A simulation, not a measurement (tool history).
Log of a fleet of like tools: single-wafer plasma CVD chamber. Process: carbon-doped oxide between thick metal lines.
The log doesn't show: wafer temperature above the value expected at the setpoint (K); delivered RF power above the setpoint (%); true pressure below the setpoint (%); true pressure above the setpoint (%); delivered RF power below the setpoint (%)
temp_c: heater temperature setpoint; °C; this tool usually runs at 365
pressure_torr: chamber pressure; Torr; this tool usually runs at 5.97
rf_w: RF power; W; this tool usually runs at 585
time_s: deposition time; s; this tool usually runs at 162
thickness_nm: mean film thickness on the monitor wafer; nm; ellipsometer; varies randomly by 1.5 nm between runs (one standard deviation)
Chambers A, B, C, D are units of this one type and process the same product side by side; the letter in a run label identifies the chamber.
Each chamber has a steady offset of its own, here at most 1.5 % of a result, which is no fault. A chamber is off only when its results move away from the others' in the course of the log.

run,hour,temp_c,pressure_torr,rf_w,time_s,hours since the last thermocouple change,hours since the last RF generator calibration,hours since the last manometer calibration,"read-back reference wafer on the same gauge, thickness_nm",thickness_nm
1C,4.6,365,5.97,585,162,2081,22.6,216.7,948.15,898.68
2A,7.3,365,5.97,585,162,682.8,258.5,242.9,947.57,884.38
3D,12.2,365,5.97,585,162,805.6,184.9,932.2,947.37,887.78
4B,16.9,365,5.97,585,162,2929.9,378.6,2225.9,947,882.09
5D,22.2,353,5.97,585,134,815.6,194.9,942.2,947.17,757.9
6B,26.1,353,5.97,585,134,2939.1,387.8,2235.1,947.27,751.82
7C,31.3,353,5.97,585,134,2107.7,49.3,243.4,946.81,762.49
8A,35.6,353,5.97,585,134,711.1,286.8,271.2,947.21,751.87
9B,40.8,374,5.97,585,148,2953.8,402.5,2249.8,946.57,790.71
10C,45.8,374,5.97,585,148,2122.2,63.8,257.9,946.03,803.28
11A,50.8,374,5.97,585,148,726.3,302,286.4,946,790.75
12D,55.9,374,5.97,585,148,849.3,228.6,975.9,946.37,794.22
# hour 56.5: chamber D: capacitance manometer re-zeroed and calibrated
13D,59.9,365,5.97,585,162,853.3,232.6,3.5,945.81,889.67
14B,65.2,365,5.97,585,162,2978.2,426.9,2274.2,945.34,880.82
15C,68.5,365,5.97,585,162,2144.9,86.5,280.6,945.44,896.84
16A,71.7,352,6.56,585,162,747.2,322.9,307.3,945.42,920.23
17A,74.3,352,6.56,585,162,749.8,325.5,309.9,945.23,919.89
18C,78.3,352,6.56,585,162,2154.7,96.3,290.4,945.18,933.52
19B,81.3,352,6.56,585,162,2994.3,443,2290.3,945.12,916.39
20D,86.5,365,5.97,585,162,879.9,259.2,30.1,944.67,887.3
21C,89,365,5.97,585,162,2165.4,107,301.1,944.27,893.38
22B,93.5,365,5.97,585,162,3006.5,455.2,2302.5,944.64,880.65
23D,96.5,365,5.97,585,162,889.9,269.2,40.1,944.32,887.03
24A,100.9,365,5.97,585,162,776.4,352.1,336.5,944.53,881.9
# hour 104.3: chamber C: thermocouple changed; heater temperature recalibrated
25B,104.8,365,5.97,585,162,3017.8,466.5,2313.8,944.07,878.71
26C,109,365,5.97,585,162,4.8,127,321.1,944.22,893.08
27A,113.7,365,5.97,585,162,789.2,364.9,349.3,943.9,881.46
28D,117.7,365,5.97,585,162,911.1,290.4,61.3,944.25,884.92
29D,121.3,365,5.97,585,162,914.7,294,64.9,943.63,884.8
30A,123.9,365,5.97,585,162,799.4,375.1,359.5,943.81,879.94
31B,127.9,365,5.97,585,162,3040.9,489.6,2336.9,943.91,876.95
32C,132.3,365,5.97,585,162,28.1,150.3,344.4,943.34,891.8
33C,135.3,365,5.97,540,173,31.1,153.3,347.4,942.96,906.77
34B,137.7,365,5.97,540,173,3050.7,499.4,2346.7,943.13,893.9
35D,140.9,365,5.97,540,173,934.3,313.6,84.5,943.25,901.72
36A,143.9,365,5.97,540,173,819.4,395.1,379.5,943.08,896.76
37B,147.7,365,5.97,585,136,3060.7,509.4,2356.7,942.54,738.93
38A,151.2,365,5.97,585,136,826.7,402.4,386.8,942.38,738.58
39C,153.9,365,5.97,585,136,49.7,171.9,366,942.44,748.85
40D,158.5,365,5.97,585,136,951.9,331.2,102.1,942.21,742.34
41B,163.4,365,5.97,585,162,3076.4,525.1,2372.4,942.15,878.66
42A,167.3,365,5.97,585,162,842.8,418.5,402.9,941.94,880.29
43C,171.1,365,5.97,585,162,66.9,189.1,383.2,941.5,888.93
44D,173.7,365,5.97,585,162,967.1,346.4,117.3,942.08,883.25

Each of the 4 chambers runs these same settings next. Fill in every chamber's results:
45A,177.5,365,5.97,585,146,,,,,?
45B,177.5,365,5.97,585,146,,,,,?
45C,177.5,365,5.97,585,146,,,,,?
45D,177.5,365,5.97,585,146,,,,,?

run,thickness_nm
45A,793.86
45B,790.69
45C,801.77
45D,797.28
